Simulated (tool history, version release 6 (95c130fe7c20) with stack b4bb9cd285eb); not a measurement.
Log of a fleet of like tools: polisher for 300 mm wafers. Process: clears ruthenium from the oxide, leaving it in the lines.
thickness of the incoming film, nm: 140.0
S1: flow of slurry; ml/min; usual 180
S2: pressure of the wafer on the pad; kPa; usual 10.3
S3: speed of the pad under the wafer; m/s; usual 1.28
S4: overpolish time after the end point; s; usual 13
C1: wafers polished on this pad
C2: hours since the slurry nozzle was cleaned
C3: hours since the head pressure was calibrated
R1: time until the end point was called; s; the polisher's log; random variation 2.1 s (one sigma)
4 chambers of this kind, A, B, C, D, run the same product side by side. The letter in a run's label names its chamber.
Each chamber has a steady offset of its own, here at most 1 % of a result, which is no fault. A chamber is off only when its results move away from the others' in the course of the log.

{"run": "1B", "day": 0.225, "S1": 180, "S2": 10.3, "S3": 1.28, "S4": 13, "C1": 135, "C2": 33.9, "C3": 859.8, "R1": 114.84}
{"run": "2D", "day": 0.358, "S1": 180, "S2": 10.3, "S3": 1.28, "S4": 13, "C1": 685, "C2": 231.6, "C3": 373.5, "R1": 108.83}
{"run": "3C", "day": 0.533, "S1": 180, "S2": 10.3, "S3": 1.28, "S4": 13, "C1": 466, "C2": 541.6, "C3": 96.1, "R1": 112.57}
{"run": "4A", "day": 0.729, "S1": 180, "S2": 10.3, "S3": 1.28, "S4": 13, "C1": 352, "C2": 290.7, "C3": 450.0, "R1": 112.41}
{"run": "5C", "day": 0.979, "S1": 180, "S2": 10.3, "S3": 1.28, "S4": 13, "C1": 572, "C2": 552.3, "C3": 106.8, "R1": 110.28}
{"run": "6D", "day": 1.175, "S1": 180, "S2": 10.3, "S3": 1.28, "S4": 13, "C1": 880, "C2": 251.2, "C3": 393.1, "R1": 112.92}
{"run": "7B", "day": 1.358, "S1": 180, "S2": 10.3, "S3": 1.28, "S4": 6, "C1": 406, "C2": 61.1, "C3": 887.0, "R1": 115.88}
{"run": "8A", "day": 1.521, "S1": 180, "S2": 10.3, "S3": 1.28, "S4": 6, "C1": 541, "C2": 309.7, "C3": 469.0, "R1": 111.12}
{"day": 1.525, "done": "chamber D: worn pad replaced by a new one"}
{"run": "9D", "day": 1.742, "S1": 180, "S2": 10.3, "S3": 1.28, "S4": 6, "C1": 52, "C2": 264.8, "C3": 406.7, "R1": 113.42}
{"run": "10A", "day": 1.892, "S1": 180, "S2": 10.3, "S3": 1.28, "S4": 6, "C1": 630, "C2": 318.6, "C3": 477.9, "R1": 112.5}
{"run": "11C", "day": 2.138, "S1": 180, "S2": 10.3, "S3": 1.28, "S4": 13, "C1": 849, "C2": 580.1, "C3": 134.6, "R1": 112.54}
{"run": "12B", "day": 2.279, "S1": 180, "S2": 10.3, "S3": 1.28, "S4": 13, "C1": 626, "C2": 83.2, "C3": 909.1, "R1": 112.24}
{"run": "13A", "day": 2.412, "S1": 180, "S2": 10.3, "S3": 1.28, "S4": 13, "C1": 754, "C2": 331.1, "C3": 490.4, "R1": 114.82}
{"day": 2.45, "done": "chamber B: worn pad replaced by a new one"}
{"run": "14D", "day": 2.662, "S1": 180, "S2": 10.3, "S3": 1.6, "S4": 13, "C1": 272, "C2": 286.9, "C3": 428.8, "R1": 89.639}
{"run": "15B", "day": 2.825, "S1": 180, "S2": 10.3, "S3": 1.6, "S4": 13, "C1": 89, "C2": 96.3, "C3": 922.2, "R1": 90.632}
{"day": 2.971, "done": "chamber C: worn pad replaced by a new one"}
{"run": "16C", "day": 2.975, "S1": 180, "S2": 10.3, "S3": 1.6, "S4": 13, "C1": 1, "C2": 600.2, "C3": 154.7, "R1": 93.748}
{"run": "17D", "day": 3.192, "S1": 180, "S2": 10.3, "S3": 1.6, "S4": 13, "C1": 398, "C2": 299.6, "C3": 441.5, "R1": 91.213}
{"run": "18A", "day": 3.454, "S1": 180, "S2": 10.3, "S3": 1.28, "S4": 13, "C1": 1003, "C2": 356.1, "C3": 515.4, "R1": 117.85}
{"run": "19B", "day": 3.579, "S1": 180, "S2": 10.3, "S3": 1.68, "S4": 13, "C1": 269, "C2": 114.4, "C3": 940.3, "R1": 87.086}
{"run": "20C", "day": 3.758, "S1": 180, "S2": 10.3, "S3": 1.68, "S4": 13, "C1": 187, "C2": 619.0, "C3": 173.5, "R1": 87.93}
{"run": "21D", "day": 3.908, "S1": 180, "S2": 10.3, "S3": 1.68, "S4": 13, "C1": 569, "C2": 316.8, "C3": 458.7, "R1": 86.093}
{"run": "22C", "day": 4.167, "S1": 180, "S2": 10.3, "S3": 1.68, "S4": 13, "C1": 285, "C2": 628.8, "C3": 183.3, "R1": 87.186}
{"run": "23A", "day": 4.358, "S1": 180, "S2": 10.3, "S3": 1.28, "S4": 13, "C1": 1218, "C2": 377.8, "C3": 537.1, "R1": 117.3}
{"day": 4.467, "done": "chamber A: slurry nozzle cleaned"}
{"run": "24B", "day": 4.621, "S1": 180, "S2": 10.3, "S3": 1.28, "S4": 13, "C1": 518, "C2": 139.4, "C3": 965.3, "R1": 114.65}
{"run": "25C", "day": 4.858, "S1": 180, "S2": 10.3, "S3": 1.28, "S4": 13, "C1": 450, "C2": 645.4, "C3": 199.9, "R1": 110.85}
{"day": 4.867, "done": "chamber D: slurry nozzle cleaned"}
{"run": "26B", "day": 5.092, "S1": 180, "S2": 10.3, "S3": 1.28, "S4": 13, "C1": 630, "C2": 150.7, "C3": 976.6, "R1": 115.51}
{"day": 5.283, "done": "chamber D: worn pad replaced by a new one"}
{"run": "27D", "day": 5.333, "S1": 180, "S2": 10.3, "S3": 1.28, "S4": 13, "C1": 12, "C2": 11.2, "C3": 492.9, "R1": 110.25}
{"day": 5.479, "done": "chamber B: worn pad replaced by a new one"}
{"run": "28A", "day": 5.529, "S1": 180, "S2": 10.3, "S3": 1.28, "S4": 13, "C1": 1498, "C2": 25.6, "C3": 565.2, "R1": 116.61}
{"run": "29B", "day": 5.804, "S1": 180, "S2": 10.3, "S3": 1.28, "S4": 13, "C1": 78, "C2": 167.8, "C3": 993.7, "R1": 109.85}
{"run": "30C", "day": 5.95, "S1": 180, "S2": 10.3, "S3": 1.28, "S4": 13, "C1": 710, "C2": 671.6, "C3": 226.1, "R1": 116.15}
{"run": "31D", "day": 6.192, "S1": 180, "S2": 10.3, "S3": 1.28, "S4": 13, "C1": 217, "C2": 31.8, "C3": 513.5, "R1": 115.9}
{"run": "32A", "day": 6.417, "S1": 180, "S2": 10.3, "S3": 1.28, "S4": 13, "C1": 1710, "C2": 46.9, "C3": 586.5, "R1": 122.92}
{"day": 6.467, "done": "chamber C: worn pad replaced by a new one"}
{"run": "33B", "day": 6.554, "S1": 180, "S2": 10.3, "S3": 1.28, "S4": 13, "C1": 257, "C2": 185.8, "C3": 1011.7, "R1": 116.14}
{"run": "34D", "day": 6.688, "S1": 180, "S2": 10.3, "S3": 1.28, "S4": 13, "C1": 335, "C2": 43.7, "C3": 525.4, "R1": 114.83}
{"run": "35C", "day": 6.879, "S1": 180, "S2": 10.3, "S3": 1.28, "S4": 13, "C1": 98, "C2": 693.9, "C3": 248.4, "R1": 117.14}

All 4 chambers run these settings next. Forecast each chamber's results:
{"run": "36A", "day": 7.083, "S1": 180, "S2": 10.3, "S3": 1.28, "S4": 13, "R1": "?"}
{"run": "36B", "day": 7.083, "S1": 180, "S2": 10.3, "S3": 1.28, "S4": 13, "R1": "?"}
{"run": "36C", "day": 7.083, "S1": 180, "S2": 10.3, "S3": 1.28, "S4": 13, "R1": "?"}
{"run": "36D", "day": 7.083, "S1": 180, "S2": 10.3, "S3": 1.28, "S4": 13, "R1": "?"}

run=36A R1=125.740
run=36B R1=115.150
run=36C R1=115.810
run=36D R1=113.400
